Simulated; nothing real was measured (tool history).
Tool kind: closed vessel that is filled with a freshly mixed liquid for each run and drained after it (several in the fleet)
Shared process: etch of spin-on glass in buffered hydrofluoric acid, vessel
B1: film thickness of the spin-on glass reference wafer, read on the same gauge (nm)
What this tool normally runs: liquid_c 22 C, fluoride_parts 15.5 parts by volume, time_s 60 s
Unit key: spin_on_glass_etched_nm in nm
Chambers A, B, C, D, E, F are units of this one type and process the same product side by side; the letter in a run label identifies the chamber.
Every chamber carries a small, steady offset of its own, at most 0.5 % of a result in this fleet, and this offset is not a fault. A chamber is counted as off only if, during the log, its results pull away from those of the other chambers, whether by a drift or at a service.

run 1A hour=12.5 | liquid_c=22 fluoride_parts=15.5 time_s=60 | B1=99.99 | spin_on_glass_etched_nm=91.089
run 2E hour=25.3 | liquid_c=22 fluoride_parts=15.5 time_s=60 | B1=100 | spin_on_glass_etched_nm=92.037
run 3B hour=32.8 | liquid_c=22 fluoride_parts=15.5 time_s=60 | B1=100 | spin_on_glass_etched_nm=91.569
run 4D hour=40.1 | liquid_c=22 fluoride_parts=15.5 time_s=60 | B1=99.991 | spin_on_glass_etched_nm=93.233
run 5C hour=53.5 | liquid_c=22 fluoride_parts=15.5 time_s=60 | B1=100.03 | spin_on_glass_etched_nm=91.38
run 6F hour=63.4 | liquid_c=22 fluoride_parts=15.5 time_s=60 | B1=100.01 | spin_on_glass_etched_nm=92.073
run 7A hour=73.1 | liquid_c=22 fluoride_parts=15.5 time_s=60 | B1=100.02 | spin_on_glass_etched_nm=93.137
run 8D hour=79.8 | liquid_c=22 fluoride_parts=15.5 time_s=60 | B1=99.994 | spin_on_glass_etched_nm=91.472
-- hour=87.5 chamber E: thermometer replaced
run 9F hour=88.5 | liquid_c=22 fluoride_parts=15.5 time_s=60 | B1=99.97 | spin_on_glass_etched_nm=91.986
run 10C hour=98.9 | liquid_c=22 fluoride_parts=15.5 time_s=60 | B1=99.985 | spin_on_glass_etched_nm=91.093
run 11B hour=109.4 | liquid_c=22 fluoride_parts=15.5 time_s=60 | B1=99.981 | spin_on_glass_etched_nm=92.423
run 12E hour=117 | liquid_c=22 fluoride_parts=15.5 time_s=60 | B1=100.02 | spin_on_glass_etched_nm=92.437
run 13D hour=127.2 | liquid_c=22 fluoride_parts=15.5 time_s=60 | B1=99.977 | spin_on_glass_etched_nm=91.72
run 14B hour=139.2 | liquid_c=22 fluoride_parts=15.5 time_s=60 | B1=99.961 | spin_on_glass_etched_nm=92.544
run 15E hour=150.8 | liquid_c=22 fluoride_parts=15.5 time_s=60 | B1=99.976 | spin_on_glass_etched_nm=93.291
-- hour=151.2 chamber F: thermometer replaced
run 16C hour=165.6 | liquid_c=22 fluoride_parts=15.5 time_s=60 | B1=100.01 | spin_on_glass_etched_nm=92.931
run 17A hour=175 | liquid_c=22 fluoride_parts=15.5 time_s=60 | B1=100.02 | spin_on_glass_etched_nm=92.168
run 18F hour=183 | liquid_c=22 fluoride_parts=15.5 time_s=60 | B1=99.983 | spin_on_glass_etched_nm=90.966
run 19F hour=189.5 | liquid_c=22 fluoride_parts=15.5 time_s=60 | B1=99.989 | spin_on_glass_etched_nm=92.081
run 20C hour=198.1 | liquid_c=22 fluoride_parts=15.5 time_s=60 | B1=99.997 | spin_on_glass_etched_nm=92.99
run 21A hour=205.5 | liquid_c=22 fluoride_parts=15.5 time_s=60 | B1=100 | spin_on_glass_etched_nm=91.128
run 22E hour=217.5 | liquid_c=22 fluoride_parts=15.5 time_s=60 | B1=100.01 | spin_on_glass_etched_nm=92.237
-- hour=222.7 chamber A: thermometer replaced
run 23D hour=224.5 | liquid_c=22 fluoride_parts=15.5 time_s=60 | B1=99.995 | spin_on_glass_etched_nm=92.908
run 24B hour=234.2 | liquid_c=22 fluoride_parts=15.5 time_s=60 | B1=100 | spin_on_glass_etched_nm=92.132
run 25F hour=242.3 | liquid_c=22 fluoride_parts=15.5 time_s=60 | B1=99.998 | spin_on_glass_etched_nm=92.172
run 26A hour=248.9 | liquid_c=22 fluoride_parts=15.5 time_s=60 | B1=99.968 | spin_on_glass_etched_nm=92.191
run 27E hour=257.9 | liquid_c=22 fluoride_parts=15.5 time_s=60 | B1=99.971 | spin_on_glass_etched_nm=92.402
run 28B hour=269.9 | liquid_c=22 fluoride_parts=15.5 time_s=60 | B1=99.98 | spin_on_glass_etched_nm=92.261
run 29C hour=281.9 | liquid_c=22 fluoride_parts=15.5 time_s=60 | B1=100.01 | spin_on_glass_etched_nm=92.51
run 30D hour=290.3 | liquid_c=22 fluoride_parts=15.5 time_s=60 | B1=100.01 | spin_on_glass_etched_nm=92.706
run 31B hour=302.2 | liquid_c=22 fluoride_parts=15.5 time_s=60 | B1=99.992 | spin_on_glass_etched_nm=92.33
run 32D hour=309.1 | liquid_c=22 fluoride_parts=15.5 time_s=60 | B1=100.01 | spin_on_glass_etched_nm=93.155
run 33A hour=315.7 | liquid_c=22 fluoride_parts=15.5 time_s=60 | B1=100.01 | spin_on_glass_etched_nm=91.559
run 34C hour=327.3 | liquid_c=22 fluoride_parts=15.5 time_s=60 | B1=100.02 | spin_on_glass_etched_nm=91.976
run 35E hour=339.1 | liquid_c=22 fluoride_parts=15.5 time_s=60 | B1=99.981 | spin_on_glass_etched_nm=91.236
run 36F hour=348.4 | liquid_c=22 fluoride_parts=15.5 time_s=60 | B1=100.01 | spin_on_glass_etched_nm=92.729
run 37C hour=357.3 | liquid_c=23.5 fluoride_parts=15.5 time_s=90 | B1=99.985 | spin_on_glass_etched_nm=151
run 38D hour=366.6 | liquid_c=23.5 fluoride_parts=15.5 time_s=90 | B1=100.03 | spin_on_glass_etched_nm=150.98
run 39F hour=376.7 | liquid_c=23.5 fluoride_parts=15.5 time_s=90 | B1=100.02 | spin_on_glass_etched_nm=150.15
run 40B hour=391.5 | liquid_c=23.5 fluoride_parts=15.5 time_s=90 | B1=99.992 | spin_on_glass_etched_nm=151.69

Read the log: is a single chamber off, either drifting away or since a service, is the gauge that measures every chamber drifting, or is nothing wrong beyond small per-chamber offsets? Name any odd chamber and what most likely caused it.

The fleet is healthy, with each chamber sitting at its usual small offset and no drift in the gauge.

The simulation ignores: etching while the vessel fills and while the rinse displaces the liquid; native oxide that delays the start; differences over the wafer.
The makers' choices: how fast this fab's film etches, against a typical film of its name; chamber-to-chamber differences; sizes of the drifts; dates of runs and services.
